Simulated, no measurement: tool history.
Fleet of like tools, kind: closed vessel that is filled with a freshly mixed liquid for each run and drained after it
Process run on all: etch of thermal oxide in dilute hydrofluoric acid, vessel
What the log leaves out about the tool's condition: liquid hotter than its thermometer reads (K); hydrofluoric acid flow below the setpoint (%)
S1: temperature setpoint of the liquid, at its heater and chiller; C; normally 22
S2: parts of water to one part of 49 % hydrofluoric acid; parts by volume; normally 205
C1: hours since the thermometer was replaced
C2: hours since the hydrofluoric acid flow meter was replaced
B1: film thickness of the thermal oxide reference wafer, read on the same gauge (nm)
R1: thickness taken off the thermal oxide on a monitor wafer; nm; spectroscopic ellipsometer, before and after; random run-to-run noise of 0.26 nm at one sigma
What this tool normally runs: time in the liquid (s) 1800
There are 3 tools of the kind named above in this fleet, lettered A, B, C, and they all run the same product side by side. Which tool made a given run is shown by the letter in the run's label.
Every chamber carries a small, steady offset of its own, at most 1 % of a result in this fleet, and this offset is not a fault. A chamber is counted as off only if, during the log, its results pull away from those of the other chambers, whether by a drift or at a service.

{"run": "1A", "hour": 3.6, "S1": 22, "S2": 205, "time in the liquid (s)": 1800, "C1": 625.4, "C2": 518.2, "B1": 40.011, "R1": 33.203}
{"run": "2C", "hour": 6.7, "S1": 22, "S2": 205, "time in the liquid (s)": 1800, "C1": 2163.7, "C2": 1596.8, "B1": 40, "R1": 33.392}
{"run": "3B", "hour": 10.2, "S1": 22, "S2": 205, "time in the liquid (s)": 1800, "C1": 566.1, "C2": 211.6, "B1": 40.003, "R1": 32.426}
{"run": "4C", "hour": 14.7, "S1": 22, "S2": 205, "time in the liquid (s)": 1800, "C1": 2171.7, "C2": 1604.8, "B1": 39.978, "R1": 32.797}
{"run": "5A", "hour": 20.1, "S1": 22, "S2": 205, "time in the liquid (s)": 1800, "C1": 641.9, "C2": 534.7, "B1": 39.984, "R1": 33.024}
{"run": "6B", "hour": 23.9, "S1": 22, "S2": 205, "time in the liquid (s)": 1800, "C1": 579.8, "C2": 225.3, "B1": 39.997, "R1": 32.93}
{"run": "7B", "hour": 27.1, "S1": 22, "S2": 205, "time in the liquid (s)": 1800, "C1": 583, "C2": 228.5, "B1": 40.004, "R1": 32.532}
{"run": "8C", "hour": 31.5, "S1": 17.5, "S2": 205, "time in the liquid (s)": 1075, "C1": 2188.5, "C2": 1621.6, "B1": 39.991, "R1": 16.709}
{"run": "9A", "hour": 37.9, "S1": 17.5, "S2": 205, "time in the liquid (s)": 1075, "C1": 659.7, "C2": 552.5, "B1": 39.996, "R1": 16.57}
{"run": "10A", "hour": 44.5, "S1": 17.5, "S2": 205, "time in the liquid (s)": 1075, "C1": 666.3, "C2": 559.1, "B1": 39.982, "R1": 16.459}
{"run": "11B", "hour": 48.0, "S1": 22, "S2": 205, "time in the liquid (s)": 1800, "C1": 603.9, "C2": 249.4, "B1": 40, "R1": 32.577}
{"run": "12C", "hour": 54.6, "S1": 22, "S2": 205, "time in the liquid (s)": 1800, "C1": 2211.6, "C2": 1644.7, "B1": 39.988, "R1": 32.86}
{"run": "13A", "hour": 60.1, "S1": 22, "S2": 205, "time in the liquid (s)": 1800, "C1": 681.9, "C2": 574.7, "B1": 40.01, "R1": 33.095}
{"run": "14C", "hour": 66.3, "S1": 22, "S2": 205, "time in the liquid (s)": 1800, "C1": 2223.3, "C2": 1656.4, "B1": 39.986, "R1": 33.609}
{"run": "15B", "hour": 70.0, "S1": 18, "S2": 205, "time in the liquid (s)": 1800, "C1": 625.9, "C2": 271.4, "B1": 39.981, "R1": 27.514}
{"run": "16C", "hour": 73.9, "S1": 18, "S2": 205, "time in the liquid (s)": 1800, "C1": 2230.9, "C2": 1664, "B1": 40.007, "R1": 28.539}
{"run": "17A", "hour": 80.0, "S1": 18, "S2": 205, "time in the liquid (s)": 1800, "C1": 701.8, "C2": 594.6, "B1": 40.025, "R1": 28.288}
{"run": "18B", "hour": 84.3, "S1": 22, "S2": 205, "time in the liquid (s)": 1800, "C1": 640.2, "C2": 285.7, "B1": 40.023, "R1": 31.646}
{"run": "19B", "hour": 88.2, "S1": 22, "S2": 205, "time in the liquid (s)": 1800, "C1": 644.1, "C2": 289.6, "B1": 39.995, "R1": 31.118}
{"run": "20C", "hour": 95.2, "S1": 22, "S2": 205, "time in the liquid (s)": 1800, "C1": 2252.2, "C2": 1685.3, "B1": 39.98, "R1": 32.975}
{"run": "21A", "hour": 101.5, "S1": 22, "S2": 205, "time in the liquid (s)": 1800, "C1": 723.3, "C2": 616.1, "B1": 39.995, "R1": 33.603}
{"run": "22A", "hour": 105.3, "S1": 22, "S2": 120, "time in the liquid (s)": 1800, "C1": 727.1, "C2": 619.9, "B1": 39.987, "R1": 61.639}
{"run": "23B", "hour": 110.6, "S1": 22, "S2": 120, "time in the liquid (s)": 1800, "C1": 666.5, "C2": 312, "B1": 40.022, "R1": 58.237}
{"run": "24C", "hour": 116.3, "S1": 22, "S2": 120, "time in the liquid (s)": 1800, "C1": 2273.3, "C2": 1706.4, "B1": 40.003, "R1": 62.642}
{"run": "25B", "hour": 120.1, "S1": 22, "S2": 205, "time in the liquid (s)": 1800, "C1": 676, "C2": 321.5, "B1": 40.003, "R1": 31.163}
{"run": "26A", "hour": 125.0, "S1": 22, "S2": 205, "time in the liquid (s)": 1800, "C1": 746.8, "C2": 639.6, "B1": 39.981, "R1": 32.96}
{"run": "27C", "hour": 130.6, "S1": 22, "S2": 205, "time in the liquid (s)": 1800, "C1": 2287.6, "C2": 1720.7, "B1": 39.991, "R1": 33.042}
{"run": "28A", "hour": 134.9, "S1": 22, "S2": 205, "time in the liquid (s)": 1800, "C1": 756.7, "C2": 649.5, "B1": 39.985, "R1": 33.362}
{"run": "29C", "hour": 141.4, "S1": 22, "S2": 205, "time in the liquid (s)": 1800, "C1": 2298.4, "C2": 1731.5, "B1": 39.994, "R1": 33.256}
{"run": "30B", "hour": 148.3, "S1": 22, "S2": 205, "time in the liquid (s)": 1800, "C1": 704.2, "C2": 349.7, "B1": 40.003, "R1": 30.799}
{"run": "31A", "hour": 152.6, "S1": 18, "S2": 120, "time in the liquid (s)": 1800, "C1": 774.4, "C2": 667.2, "B1": 39.967, "R1": 52.712}
{"run": "32C", "hour": 157.0, "S1": 18, "S2": 120, "time in the liquid (s)": 1800, "C1": 2314, "C2": 1747.1, "B1": 40, "R1": 52.715}
{"run": "33B", "hour": 162.6, "S1": 18, "S2": 120, "time in the liquid (s)": 1800, "C1": 718.5, "C2": 364, "B1": 39.998, "R1": 48.598}

All 3 chambers run these settings next. Forecast each chamber's results:
{"run": "34A", "hour": 167.8, "S1": 22, "S2": 205, "time in the liquid (s)": 2855, "R1": "?"}
{"run": "34B", "hour": 167.8, "S1": 22, "S2": 205, "time in the liquid (s)": 2855, "R1": "?"}
{"run": "34C", "hour": 167.8, "S1": 22, "S2": 205, "time in the liquid (s)": 2855, "R1": "?"}

run=34A R1=52.154
run=34B R1=47.878
run=34C R1=53.074
